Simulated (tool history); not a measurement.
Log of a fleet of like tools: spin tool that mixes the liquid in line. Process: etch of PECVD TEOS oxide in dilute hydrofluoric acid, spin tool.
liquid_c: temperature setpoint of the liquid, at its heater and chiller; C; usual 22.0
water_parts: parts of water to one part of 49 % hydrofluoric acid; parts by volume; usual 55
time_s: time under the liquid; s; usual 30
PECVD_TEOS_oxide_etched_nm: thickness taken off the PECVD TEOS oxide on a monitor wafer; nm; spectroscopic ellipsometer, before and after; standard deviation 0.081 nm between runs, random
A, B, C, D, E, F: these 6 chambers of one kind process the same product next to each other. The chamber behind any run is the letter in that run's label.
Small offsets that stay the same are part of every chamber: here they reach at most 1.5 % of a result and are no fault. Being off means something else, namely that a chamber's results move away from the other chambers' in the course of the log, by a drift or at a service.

run,hour,liquid_c,water_parts,time_s,hours since the thermometer was replaced,hours since the hydrofluoric acid flow meter was replaced,"read-back film thickness of the PECVD TEOS oxide reference wafer, read on the same gauge (nm)",PECVD_TEOS_oxide_etched_nm
1D,3.6,22.0,55,30,948.5,200.5,69.990,13.2740
2C,9.1,22.0,55,30,1227.4,369.2,69.988,13.3890
3F,14.5,22.0,55,30,1613.4,819.1,69.973,13.1000
4E,18.2,22.0,55,30,181.7,499.5,70.002,13.2180
5B,21.8,22.0,55,30,25.2,802.0,69.992,13.1890
6A,27.2,22.0,55,30,1181.1,465.8,69.995,13.1970
7C,30.3,22.0,55,30,1248.6,390.4,70.007,13.3080
8F,34.8,22.0,35,35,1633.7,839.4,69.959,25.2140
9B,39.7,22.0,35,35,43.1,819.9,69.983,24.5850
10D,42.6,22.0,35,35,987.5,239.5,70.014,24.8450
11A,46.7,22.0,35,35,1200.6,485.3,69.987,25.0570
12E,50.4,22.0,35,35,213.9,531.7,69.995,24.7400
13E,55.8,22.0,35,35,219.3,537.1,70.044,24.7340
14A,60.2,22.0,55,30,1214.1,498.8,70.005,13.3020
15B,62.9,22.0,55,30,66.3,843.1,70.006,13.2580
16C,66.8,22.0,55,30,1285.1,426.9,69.998,13.6520
17F,69.8,22.0,55,30,1668.7,874.4,69.982,13.0320
18D,74.8,22.0,55,30,1019.7,271.7,70.027,12.9800
19E,79.3,22.0,55,30,242.8,560.6,70.005,13.3650
20D,83.9,22.0,55,30,1028.8,280.8,70.006,13.1980
21A,88.7,22.0,55,30,1242.6,527.3,69.987,13.3210
22F,93.4,25.5,55,30,1692.3,898.0,70.026,15.1370
23C,98.6,25.5,55,30,1316.9,458.7,69.990,15.9680
24B,103.8,25.5,55,30,107.2,884.0,69.979,15.4080
25E,106.7,25.5,55,30,270.2,588.0,69.980,15.2760
26D,112.1,25.5,55,30,1057.0,309.0,70.009,14.9720
27A,115.2,25.5,55,30,1269.1,553.8,69.988,15.3070
28F,118.9,22.0,55,30,1717.8,923.5,69.969,13.0570
29B,121.4,22.0,55,30,124.8,901.6,70.034,13.2210
30C,126.1,24.0,55,30,1344.4,486.2,69.995,15.0640
31E,130.3,24.0,55,30,293.8,611.6,69.977,14.2910
32A,135.1,24.0,55,30,1289.0,573.7,69.991,14.5620
33F,139.8,24.0,55,30,1738.7,944.4,70.004,14.2740
34B,142.8,24.0,55,30,146.2,923.0,70.001,14.4770
35D,147.0,24.0,55,30,1091.9,343.9,69.980,14.1460
36C,151.4,22.0,55,30,1369.7,511.5,69.993,14.1760
37E,154.3,22.0,55,30,317.8,635.6,70.034,13.2640
38A,158.9,22.0,55,30,1312.8,597.5,69.975,13.4270

Predict what each chamber gives when all 6 of them run the settings below next.
39A,162.8,22.0,75,30,,,,?
39B,162.8,22.0,75,30,,,,?
39C,162.8,22.0,75,30,,,,?
39D,162.8,22.0,75,30,,,,?
39E,162.8,22.0,75,30,,,,?
39F,162.8,22.0,75,30,,,,?

run,PECVD_TEOS_oxide_etched_nm
39A,9.6123
39B,9.5276
39C,10.2770
39D,9.2887
39E,9.5904
39F,9.4219
